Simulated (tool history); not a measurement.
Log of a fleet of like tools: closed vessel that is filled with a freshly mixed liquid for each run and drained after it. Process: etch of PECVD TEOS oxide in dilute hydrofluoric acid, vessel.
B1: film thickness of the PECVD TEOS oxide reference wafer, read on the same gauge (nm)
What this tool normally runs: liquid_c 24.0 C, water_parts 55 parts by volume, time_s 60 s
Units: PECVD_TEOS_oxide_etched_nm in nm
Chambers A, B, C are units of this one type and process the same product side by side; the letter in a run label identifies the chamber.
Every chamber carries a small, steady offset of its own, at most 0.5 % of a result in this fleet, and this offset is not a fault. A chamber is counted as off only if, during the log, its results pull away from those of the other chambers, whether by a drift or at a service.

run 1C hour=4.6 | liquid_c=24.0 water_parts=55 time_s=60 | B1=100.000 | PECVD_TEOS_oxide_etched_nm=32.739
run 2B hour=8.4 | liquid_c=24.0 water_parts=55 time_s=60 | B1=100.000 | PECVD_TEOS_oxide_etched_nm=32.700
run 3A hour=12.0 | liquid_c=24.0 water_parts=55 time_s=60 | B1=99.981 | PECVD_TEOS_oxide_etched_nm=32.617
run 4B hour=15.2 | liquid_c=24.0 water_parts=55 time_s=60 | B1=100.010 | PECVD_TEOS_oxide_etched_nm=33.036
run 5C hour=18.1 | liquid_c=24.0 water_parts=55 time_s=60 | B1=99.998 | PECVD_TEOS_oxide_etched_nm=32.572
run 6A hour=21.7 | liquid_c=24.0 water_parts=55 time_s=60 | B1=99.974 | PECVD_TEOS_oxide_etched_nm=32.756
run 7A hour=26.5 | liquid_c=24.0 water_parts=55 time_s=60 | B1=99.995 | PECVD_TEOS_oxide_etched_nm=32.685
run 8C hour=29.8 | liquid_c=24.0 water_parts=55 time_s=60 | B1=100.030 | PECVD_TEOS_oxide_etched_nm=32.661
run 9B hour=32.5 | liquid_c=24.0 water_parts=55 time_s=60 | B1=99.988 | PECVD_TEOS_oxide_etched_nm=32.778
run 10A hour=35.2 | liquid_c=24.0 water_parts=55 time_s=60 | B1=99.986 | PECVD_TEOS_oxide_etched_nm=32.806
run 11C hour=41.1 | liquid_c=24.0 water_parts=55 time_s=60 | B1=100.000 | PECVD_TEOS_oxide_etched_nm=32.771
run 12B hour=46.3 | liquid_c=24.0 water_parts=55 time_s=60 | B1=99.988 | PECVD_TEOS_oxide_etched_nm=32.687
run 13A hour=52.1 | liquid_c=24.0 water_parts=55 time_s=60 | B1=99.984 | PECVD_TEOS_oxide_etched_nm=32.442
run 14B hour=57.3 | liquid_c=24.0 water_parts=55 time_s=60 | B1=100.000 | PECVD_TEOS_oxide_etched_nm=32.895
run 15C hour=59.9 | liquid_c=24.0 water_parts=55 time_s=60 | B1=99.980 | PECVD_TEOS_oxide_etched_nm=32.551
run 16C hour=63.9 | liquid_c=24.0 water_parts=55 time_s=60 | B1=100.000 | PECVD_TEOS_oxide_etched_nm=32.638
run 17A hour=68.8 | liquid_c=28.0 water_parts=55 time_s=30 | B1=100.000 | PECVD_TEOS_oxide_etched_nm=19.175
run 18B hour=71.9 | liquid_c=28.0 water_parts=55 time_s=30 | B1=100.030 | PECVD_TEOS_oxide_etched_nm=19.311
run 19B hour=74.9 | liquid_c=28.0 water_parts=55 time_s=30 | B1=100.010 | PECVD_TEOS_oxide_etched_nm=19.292
run 20C hour=78.4 | liquid_c=24.0 water_parts=55 time_s=60 | B1=99.999 | PECVD_TEOS_oxide_etched_nm=33.080
run 21A hour=84.2 | liquid_c=24.0 water_parts=55 time_s=60 | B1=99.999 | PECVD_TEOS_oxide_etched_nm=32.663
run 22C hour=90.2 | liquid_c=24.0 water_parts=55 time_s=60 | B1=99.976 | PECVD_TEOS_oxide_etched_nm=32.628
run 23B hour=93.1 | liquid_c=24.0 water_parts=55 time_s=60 | B1=100.000 | PECVD_TEOS_oxide_etched_nm=32.765
run 24A hour=97.3 | liquid_c=24.0 water_parts=55 time_s=60 | B1=99.992 | PECVD_TEOS_oxide_etched_nm=32.525
run 25A hour=102.7 | liquid_c=29.0 water_parts=55 time_s=50 | B1=99.993 | PECVD_TEOS_oxide_etched_nm=33.286
run 26B hour=107.9 | liquid_c=29.0 water_parts=55 time_s=50 | B1=99.993 | PECVD_TEOS_oxide_etched_nm=33.574
run 27C hour=112.4 | liquid_c=29.0 water_parts=55 time_s=50 | B1=100.030 | PECVD_TEOS_oxide_etched_nm=33.260
run 28B hour=117.2 | liquid_c=24.0 water_parts=55 time_s=60 | B1=100.020 | PECVD_TEOS_oxide_etched_nm=32.738
run 29A hour=123.0 | liquid_c=24.0 water_parts=55 time_s=60 | B1=99.996 | PECVD_TEOS_oxide_etched_nm=32.598
run 30C hour=127.0 | liquid_c=24.0 water_parts=55 time_s=60 | B1=100.020 | PECVD_TEOS_oxide_etched_nm=32.580
run 31B hour=132.8 | liquid_c=24.0 water_parts=35 time_s=85 | B1=99.994 | PECVD_TEOS_oxide_etched_nm=75.563
run 32C hour=138.1 | liquid_c=24.0 water_parts=35 time_s=85 | B1=100.000 | PECVD_TEOS_oxide_etched_nm=75.192
run 33A hour=140.9 | liquid_c=24.0 water_parts=35 time_s=85 | B1=99.983 | PECVD_TEOS_oxide_etched_nm=74.845
run 34C hour=146.0 | liquid_c=24.0 water_parts=55 time_s=60 | B1=100.010 | PECVD_TEOS_oxide_etched_nm=32.865
run 35A hour=148.9 | liquid_c=24.0 water_parts=55 time_s=60 | B1=99.979 | PECVD_TEOS_oxide_etched_nm=32.477
run 36B hour=151.9 | liquid_c=24.0 water_parts=55 time_s=60 | B1=100.020 | PECVD_TEOS_oxide_etched_nm=32.817

Read the log: is a single chamber off, either drifting away or since a service, is the gauge that measures every chamber drifting, or is nothing wrong beyond small per-chamber offsets? Name any odd chamber and what most likely caused it.

No chamber stands off beyond its own small offset, and the gauge holds steady.
